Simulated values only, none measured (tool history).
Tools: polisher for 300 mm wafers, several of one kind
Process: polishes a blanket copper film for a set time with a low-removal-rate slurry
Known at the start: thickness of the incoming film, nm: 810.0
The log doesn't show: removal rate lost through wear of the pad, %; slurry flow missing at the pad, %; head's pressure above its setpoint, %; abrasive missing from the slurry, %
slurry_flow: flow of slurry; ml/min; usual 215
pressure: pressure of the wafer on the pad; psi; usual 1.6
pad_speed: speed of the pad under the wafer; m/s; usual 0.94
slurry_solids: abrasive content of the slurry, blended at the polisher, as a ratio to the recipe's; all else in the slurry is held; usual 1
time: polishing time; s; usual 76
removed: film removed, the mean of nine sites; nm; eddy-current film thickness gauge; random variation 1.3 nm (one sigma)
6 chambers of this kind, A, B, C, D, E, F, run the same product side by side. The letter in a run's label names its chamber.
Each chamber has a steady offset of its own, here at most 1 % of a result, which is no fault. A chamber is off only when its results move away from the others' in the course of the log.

| run | hour | slurry_flow | pressure | pad_speed | slurry_solids | time | wafers polished on this pad | hours since the slurry nozzle was cleaned | hours since the head pressure was calibrated | hours since the slurry blender was calibrated | removed |
|---|---|---|---|---|---|---|---|---|---|---|---|
| 1E | 4.8 | 215 | 1.6 | 0.94 | 1 | 76 | 844 | 310.6 | 879.5 | 145.5 | 131.4 |
|  | 7.9 | chamber C: slurry blender recalibrated |
|  | 8.6 | chamber E: worn pad replaced by a new one |
|  | 10.7 | chamber F: head pressure recalibrated |
| 2C | 10.9 | 215 | 1.6 | 0.94 | 1 | 76 | 205 | 112.6 | 1042.4 | 3.1 | 132.39 |
|  | 15.1 | chamber B: worn pad replaced by a new one |
| 3A | 15.8 | 215 | 1.6 | 0.94 | 1 | 76 | 1386 | 418.9 | 428.6 | 66.1 | 132.68 |
|  | 16.9 | chamber A: worn pad replaced by a new one |
|  | 19.4 | chamber F: worn pad replaced by a new one |
| 4D | 20 | 215 | 1.6 | 0.94 | 1 | 76 | 1000 | 124.1 | 98.4 | 284.6 | 133.71 |
| 5B | 24 | 215 | 1.6 | 0.94 | 1 | 76 | 116 | 155.6 | 386.8 | 168.5 | 131.3 |
| 6F | 30.1 | 215 | 1.6 | 0.94 | 1 | 76 | 139 | 354.8 | 19.4 | 52.5 | 132.4 |
| 7C | 35.3 | 215 | 1.6 | 0.94 | 1 | 76 | 522 | 137 | 1066.8 | 27.5 | 134.37 |
| 8D | 40.5 | 215 | 1.6 | 0.94 | 1 | 76 | 1266 | 144.6 | 118.9 | 305.1 | 130.66 |
| 9A | 43.7 | 215 | 1.6 | 0.94 | 1 | 76 | 348 | 446.8 | 456.5 | 94 | 133.86 |
|  | 44.2 | chamber C: worn pad replaced by a new one |
|  | 45.2 | chamber D: worn pad replaced by a new one |
| 10F | 46.6 | 215 | 1.6 | 0.94 | 1 | 76 | 353 | 371.3 | 35.9 | 69 | 131.56 |
| 11E | 51.7 | 215 | 1.6 | 0.94 | 1 | 76 | 560 | 357.5 | 926.4 | 192.4 | 131.98 |
|  | 52.7 | chamber E: slurry nozzle cleaned |
| 12B | 57.2 | 215 | 1.6 | 0.94 | 1 | 76 | 547 | 188.8 | 420 | 201.7 | 135.51 |
| 13F | 62.8 | 215 | 1.6 | 0.94 | 1 | 76 | 564 | 387.5 | 52.1 | 85.2 | 129.12 |
|  | 63.8 | chamber B: worn pad replaced by a new one |
|  | 64.8 | chamber F: worn pad replaced by a new one |
| 14C | 66.8 | 215 | 1.6 | 0.94 | 1 | 76 | 294 | 168.5 | 1098.3 | 59 | 132.16 |
| 15B | 71.5 | 215 | 1.6 | 0.94 | 1 | 76 | 100 | 203.1 | 434.3 | 216 | 130.41 |
| 16A | 77.4 | 215 | 1.6 | 0.94 | 1 | 76 | 786 | 480.5 | 490.2 | 127.7 | 131.41 |
|  | 79.6 | chamber A: slurry blender recalibrated |
| 17D | 81 | 215 | 1.6 | 0.94 | 1 | 76 | 465 | 185.1 | 159.4 | 345.6 | 131.28 |
| 18E | 84 | 215 | 1.6 | 1.22 | 1.3 | 76 | 979 | 31.3 | 958.7 | 224.7 | 177.43 |
| 19B | 86.8 | 215 | 1.6 | 1.22 | 1.3 | 76 | 298 | 218.4 | 449.6 | 231.3 | 178.12 |
|  | 88.3 | chamber C: worn pad replaced by a new one |
|  | 89 | chamber E: worn pad replaced by a new one |
| 20C | 91 | 215 | 1.6 | 1.22 | 1.3 | 76 | 35 | 192.7 | 1122.5 | 83.2 | 185.04 |
|  | 91.5 | chamber B: slurry nozzle cleaned |
| 21E | 94.1 | 215 | 1.6 | 1.22 | 1.3 | 76 | 66 | 41.4 | 968.8 | 234.8 | 178.28 |
| 22F | 98.5 | 215 | 1.6 | 1.22 | 1.3 | 76 | 438 | 423.2 | 87.8 | 120.9 | 178.18 |
|  | 103.4 | chamber F: worn pad replaced by a new one |
| 23A | 103.6 | 215 | 1.6 | 1.22 | 1.3 | 76 | 1126 | 506.7 | 516.4 | 24 | 182.68 |
| 24D | 108.5 | 215 | 1.6 | 0.94 | 1 | 76 | 822 | 212.6 | 186.9 | 373.1 | 130.68 |
|  | 110.4 | chamber B: worn pad replaced by a new one |
| 25A | 113.3 | 215 | 1.6 | 0.94 | 1 | 76 | 1252 | 516.4 | 526.1 | 33.7 | 132.51 |
| 26D | 116.3 | 215 | 1.6 | 0.94 | 1 | 76 | 923 | 220.4 | 194.7 | 380.9 | 131.64 |
| 27C | 121.8 | 215 | 1.6 | 0.94 | 1 | 76 | 435 | 223.5 | 1153.3 | 114 | 133.39 |
|  | 122.5 | chamber A: worn pad replaced by a new one |
| 28E | 124.6 | 215 | 1.6 | 0.94 | 1 | 76 | 462 | 71.9 | 999.3 | 265.3 | 133.74 |
| 29B | 127.6 | 215 | 1.6 | 0.94 | 1 | 76 | 223 | 36.2 | 490.4 | 272.1 | 128.19 |
|  | 129 | chamber A: head pressure recalibrated |
|  | 130.4 | chamber C: worn pad replaced by a new one |
| 30F | 132 | 215 | 1.6 | 0.94 | 1 | 76 | 371 | 456.7 | 121.3 | 154.4 | 130.05 |
| 31D | 137.6 | 215 | 1.6 | 0.94 | 1 | 76 | 1200 | 241.7 | 216 | 402.2 | 133.83 |
| 32C | 141.8 | 215 | 1.6 | 0.94 | 1 | 76 | 148 | 243.5 | 1173.3 | 134 | 133.16 |
|  | 142.8 | chamber F: worn pad replaced by a new one |
| 33E | 146.9 | 215 | 1.6 | 0.94 | 1.25 | 94 | 752 | 94.2 | 1021.6 | 287.6 | 169.75 |
| 34F | 152.9 | 215 | 1.6 | 0.94 | 1.25 | 94 | 131 | 477.6 | 142.2 | 175.3 | 168.71 |
|  | 153.8 | chamber E: slurry blender recalibrated |
|  | 156 | chamber B: worn pad replaced by a new one |
| 35A | 159 | 215 | 1.6 | 0.94 | 1.25 | 94 | 474 | 562.1 | 30.1 | 79.4 | 169.99 |
|  | 159.7 | chamber E: worn pad replaced by a new one |
| 36B | 164.1 | 215 | 1.6 | 0.94 | 1.25 | 94 | 105 | 72.7 | 526.9 | 308.6 | 157.47 |
| 37C | 167.8 | 215 | 1.6 | 0.94 | 1.25 | 94 | 485 | 269.5 | 1199.3 | 160 | 171.23 |
| 38E | 171.5 | 215 | 1.6 | 0.94 | 1.25 | 94 | 153 | 118.8 | 1046.2 | 17.8 | 172.06 |

What goes on in this fleet: one chamber off, a drifting gauge, or nothing beyond the chambers' own small offsets? Name the chamber and the cause, if any.

Chamber B drifts away from the others.
Cause: abrasive missing from the slurry, % = 34.6.
The log may not tell that from: head's pressure below its setpoint, %.

Here are 4 candidates for chamber B's next run, each the usual settings with a change, their results left as question marks. Which one brings its results back in line with what the others give on the usual settings?
In line means no further than this from the other chambers' mean on the usual settings: removed 4.6 nm
| 39B-1 | 176 | 215 | 1.6 | 0.94 | 1 | 77 |  |  |  |  | ? |
| 39B-2 | 176 | 170 | 1.6 | 0.94 | 0.75 | 76 |  |  |  |  | ? |
| 39B-3 | 176 | 215 | 1.6 | 0.94 | 1 | 75 |  |  |  |  | ? |
| 39B-4 | 176 | 215 | 1.6 | 0.98 | 1 | 79 |  |  |  |  | ? |

The other chambers' mean on the usual settings: removed 131.5 nm
| run | removed |
|---|---|
| 39B-1 | 122.11 |
| 39B-2 | 110.11 |
| 39B-3 | 118.94 |
| 39B-4 | 130.54 |
39B-4 brings the chamber back in line.

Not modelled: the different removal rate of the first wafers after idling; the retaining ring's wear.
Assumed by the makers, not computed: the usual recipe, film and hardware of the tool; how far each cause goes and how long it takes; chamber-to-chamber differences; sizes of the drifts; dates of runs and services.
